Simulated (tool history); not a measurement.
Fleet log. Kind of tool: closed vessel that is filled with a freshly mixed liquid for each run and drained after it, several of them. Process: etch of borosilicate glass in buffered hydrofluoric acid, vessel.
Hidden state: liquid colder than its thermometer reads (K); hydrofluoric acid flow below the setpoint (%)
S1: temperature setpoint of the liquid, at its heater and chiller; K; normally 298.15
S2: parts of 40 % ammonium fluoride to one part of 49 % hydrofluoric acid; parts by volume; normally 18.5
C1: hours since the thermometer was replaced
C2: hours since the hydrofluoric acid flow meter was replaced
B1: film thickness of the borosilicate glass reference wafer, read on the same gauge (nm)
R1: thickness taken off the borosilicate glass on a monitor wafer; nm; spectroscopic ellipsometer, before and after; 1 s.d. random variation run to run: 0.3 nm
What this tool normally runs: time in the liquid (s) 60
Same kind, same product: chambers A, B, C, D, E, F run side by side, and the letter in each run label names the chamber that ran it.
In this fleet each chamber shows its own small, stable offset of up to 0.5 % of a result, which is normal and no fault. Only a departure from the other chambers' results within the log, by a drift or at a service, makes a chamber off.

{"run": "1D", "hour": 5.5, "S1": 298.15, "S2": 18.5, "time in the liquid (s)": 60, "C1": 857.8, "C2": 39.4, "B1": 149.99, "R1": 43.087}
{"run": "2A", "hour": 10.5, "S1": 298.15, "S2": 18.5, "time in the liquid (s)": 60, "C1": 40.4, "C2": 591.4, "B1": 149.97, "R1": 43.734}
{"run": "3B", "hour": 17.4, "S1": 298.15, "S2": 18.5, "time in the liquid (s)": 60, "C1": 1613.7, "C2": 569.6, "B1": 150.03, "R1": 42.979}
{"run": "4C", "hour": 21.1, "S1": 298.15, "S2": 18.5, "time in the liquid (s)": 60, "C1": 1495.8, "C2": 181.3, "B1": 150.02, "R1": 42.907}
{"run": "5E", "hour": 27.6, "S1": 298.15, "S2": 18.5, "time in the liquid (s)": 60, "C1": 1422.8, "C2": 489, "B1": 149.99, "R1": 42.73}
{"run": "6F", "hour": 31.4, "S1": 302.15, "S2": 13, "time in the liquid (s)": 60, "C1": 360, "C2": 494.3, "B1": 150, "R1": 75.622}
{"run": "7C", "hour": 35.2, "S1": 302.15, "S2": 13, "time in the liquid (s)": 60, "C1": 1509.9, "C2": 195.4, "B1": 150.03, "R1": 75.817}
{"run": "8D", "hour": 41.9, "S1": 302.15, "S2": 13, "time in the liquid (s)": 60, "C1": 894.2, "C2": 75.8, "B1": 150.02, "R1": 74.993}
{"run": "9A", "hour": 48.6, "S1": 302.15, "S2": 13, "time in the liquid (s)": 60, "C1": 78.5, "C2": 629.5, "B1": 149.98, "R1": 75.032}
{"run": "10B", "hour": 51.6, "S1": 302.15, "S2": 13, "time in the liquid (s)": 60, "C1": 1647.9, "C2": 603.8, "B1": 150.03, "R1": 75.307}
{"run": "11F", "hour": 58.6, "S1": 302.15, "S2": 13, "time in the liquid (s)": 60, "C1": 387.2, "C2": 521.5, "B1": 150.04, "R1": 76.262}
{"run": "12E", "hour": 64.3, "S1": 298.15, "S2": 18.5, "time in the liquid (s)": 60, "C1": 1459.5, "C2": 525.7, "B1": 150.03, "R1": 43.034}
{"run": "13C", "hour": 67.8, "S1": 298.15, "S2": 18.5, "time in the liquid (s)": 60, "C1": 1542.5, "C2": 228, "B1": 150, "R1": 43.132}
{"run": "14E", "hour": 73.5, "S1": 298.15, "S2": 18.5, "time in the liquid (s)": 60, "C1": 1468.7, "C2": 534.9, "B1": 150.03, "R1": 43.401}
{"run": "15D", "hour": 77.4, "S1": 298.15, "S2": 21.5, "time in the liquid (s)": 60, "C1": 929.7, "C2": 111.3, "B1": 150, "R1": 37.78}
{"run": "16A", "hour": 83.8, "S1": 298.15, "S2": 21.5, "time in the liquid (s)": 60, "C1": 113.7, "C2": 664.7, "B1": 149.95, "R1": 38.349}
{"run": "17F", "hour": 88.7, "S1": 298.15, "S2": 21.5, "time in the liquid (s)": 60, "C1": 417.3, "C2": 551.6, "B1": 149.98, "R1": 37.774}
{"hour": 90.1, "done": "chamber E: hydrofluoric acid flow meter replaced"}
{"run": "18B", "hour": 93.9, "S1": 298.15, "S2": 21.5, "time in the liquid (s)": 60, "C1": 1690.2, "C2": 646.1, "B1": 150.02, "R1": 38.174}
{"run": "19D", "hour": 100.5, "S1": 298.15, "S2": 21.5, "time in the liquid (s)": 60, "C1": 952.8, "C2": 134.4, "B1": 150.03, "R1": 37.554}
{"run": "20A", "hour": 105.3, "S1": 298.15, "S2": 21.5, "time in the liquid (s)": 60, "C1": 135.2, "C2": 686.2, "B1": 149.99, "R1": 37.932}
{"run": "21C", "hour": 112.0, "S1": 298.15, "S2": 18.5, "time in the liquid (s)": 60, "C1": 1586.7, "C2": 272.2, "B1": 150, "R1": 43.28}
{"run": "22E", "hour": 118.5, "S1": 298.15, "S2": 18.5, "time in the liquid (s)": 60, "C1": 1513.7, "C2": 28.5, "B1": 149.96, "R1": 42.944}
{"run": "23B", "hour": 124.5, "S1": 298.15, "S2": 18.5, "time in the liquid (s)": 60, "C1": 1720.8, "C2": 676.7, "B1": 150.02, "R1": 43.239}
{"run": "24F", "hour": 130.2, "S1": 298.15, "S2": 18.5, "time in the liquid (s)": 60, "C1": 458.8, "C2": 593.1, "B1": 150.03, "R1": 43.199}
{"run": "25F", "hour": 135.5, "S1": 298.15, "S2": 18.5, "time in the liquid (s)": 60, "C1": 464.1, "C2": 598.4, "B1": 149.99, "R1": 42.709}
{"run": "26A", "hour": 139.8, "S1": 298.15, "S2": 18.5, "time in the liquid (s)": 60, "C1": 169.7, "C2": 720.7, "B1": 149.94, "R1": 43.076}
{"run": "27B", "hour": 145.3, "S1": 298.15, "S2": 18.5, "time in the liquid (s)": 60, "C1": 1741.6, "C2": 697.5, "B1": 150.02, "R1": 42.42}
{"run": "28C", "hour": 149.5, "S1": 298.15, "S2": 18.5, "time in the liquid (s)": 60, "C1": 1624.2, "C2": 309.7, "B1": 149.99, "R1": 43.02}
{"run": "29D", "hour": 152.6, "S1": 298.15, "S2": 18.5, "time in the liquid (s)": 60, "C1": 1004.9, "C2": 186.5, "B1": 150.01, "R1": 42.055}
{"run": "30E", "hour": 157.9, "S1": 298.15, "S2": 18.5, "time in the liquid (s)": 60, "C1": 1553.1, "C2": 67.9, "B1": 149.98, "R1": 42.748}
{"run": "31F", "hour": 164.6, "S1": 298.15, "S2": 18.5, "time in the liquid (s)": 60, "C1": 493.2, "C2": 627.5, "B1": 149.97, "R1": 42.893}
{"run": "32D", "hour": 167.9, "S1": 298.15, "S2": 18.5, "time in the liquid (s)": 60, "C1": 1020.2, "C2": 201.8, "B1": 150.02, "R1": 41.428}
{"run": "33A", "hour": 174.7, "S1": 298.15, "S2": 18.5, "time in the liquid (s)": 60, "C1": 204.6, "C2": 755.6, "B1": 150.01, "R1": 43.564}
{"run": "34C", "hour": 179.1, "S1": 298.15, "S2": 18.5, "time in the liquid (s)": 60, "C1": 1653.8, "C2": 339.3, "B1": 150.01, "R1": 43.196}
{"run": "35B", "hour": 184.3, "S1": 298.15, "S2": 18.5, "time in the liquid (s)": 60, "C1": 1780.6, "C2": 736.5, "B1": 150.04, "R1": 43.096}
{"run": "36E", "hour": 190.2, "S1": 298.15, "S2": 18.5, "time in the liquid (s)": 60, "C1": 1585.4, "C2": 100.2, "B1": 150.03, "R1": 42.809}
{"run": "37E", "hour": 194.5, "S1": 298.15, "S2": 18.5, "time in the liquid (s)": 60, "C1": 1589.7, "C2": 104.5, "B1": 149.97, "R1": 43.071}
{"run": "38D", "hour": 199.8, "S1": 298.15, "S2": 18.5, "time in the liquid (s)": 60, "C1": 1052.1, "C2": 233.7, "B1": 149.99, "R1": 40.439}
{"run": "39A", "hour": 206.8, "S1": 298.15, "S2": 18.5, "time in the liquid (s)": 60, "C1": 236.7, "C2": 787.7, "B1": 150.03, "R1": 43.269}
{"run": "40C", "hour": 213.1, "S1": 298.15, "S2": 18.5, "time in the liquid (s)": 30, "C1": 1687.8, "C2": 373.3, "B1": 150.02, "R1": 21.159}
{"run": "41F", "hour": 219.7, "S1": 298.15, "S2": 18.5, "time in the liquid (s)": 30, "C1": 548.3, "C2": 682.6, "B1": 149.99, "R1": 21.799}
{"run": "42B", "hour": 224.3, "S1": 298.15, "S2": 18.5, "time in the liquid (s)": 30, "C1": 1820.6, "C2": 776.5, "B1": 150, "R1": 21.338}
{"run": "43C", "hour": 230.7, "S1": 298.15, "S2": 18.5, "time in the liquid (s)": 30, "C1": 1705.4, "C2": 390.9, "B1": 149.96, "R1": 21.498}

Which is it: a chamber that has drifted or been left off by a service, a gauge drift common to all chambers, or only each chamber's usual small offset? If a chamber is off, name it and its likeliest cause.

It is chamber D that slowly wanders off from its peers.
Likeliest cause: liquid colder than its thermometer reads (K) = 1.4.
The log may not tell that from: hydrofluoric acid flow below the setpoint (%).

Which of the 4 candidates below, each the usual settings with something changed and its results left as question marks, puts chamber D back in line with what the other chambers give on the usual settings?
Allowed miss from the other chambers' usual-settings mean, per result, to count as in line: R1 1 nm
{"run": "44D-1", "hour": 235.8, "S1": 297.65, "S2": 18.5, "time in the liquid (s)": 60, "R1": "?"}
{"run": "44D-2", "hour": 235.8, "S1": 299.65, "S2": 18.5, "time in the liquid (s)": 60, "R1": "?"}
{"run": "44D-3", "hour": 235.8, "S1": 296.65, "S2": 18.5, "time in the liquid (s)": 60, "R1": "?"}
{"run": "44D-4", "hour": 235.8, "S1": 298.15, "S2": 18, "time in the liquid (s)": 60, "R1": "?"}

Usual-settings mean across the other chambers: R1 43.087 nm
run=44D-1 R1=38.853
run=44D-2 R1=43.194
run=44D-3 R1=36.822
run=44D-4 R1=40.994
The right change is 44D-2: it brings the chamber back within the allowed miss of the others.
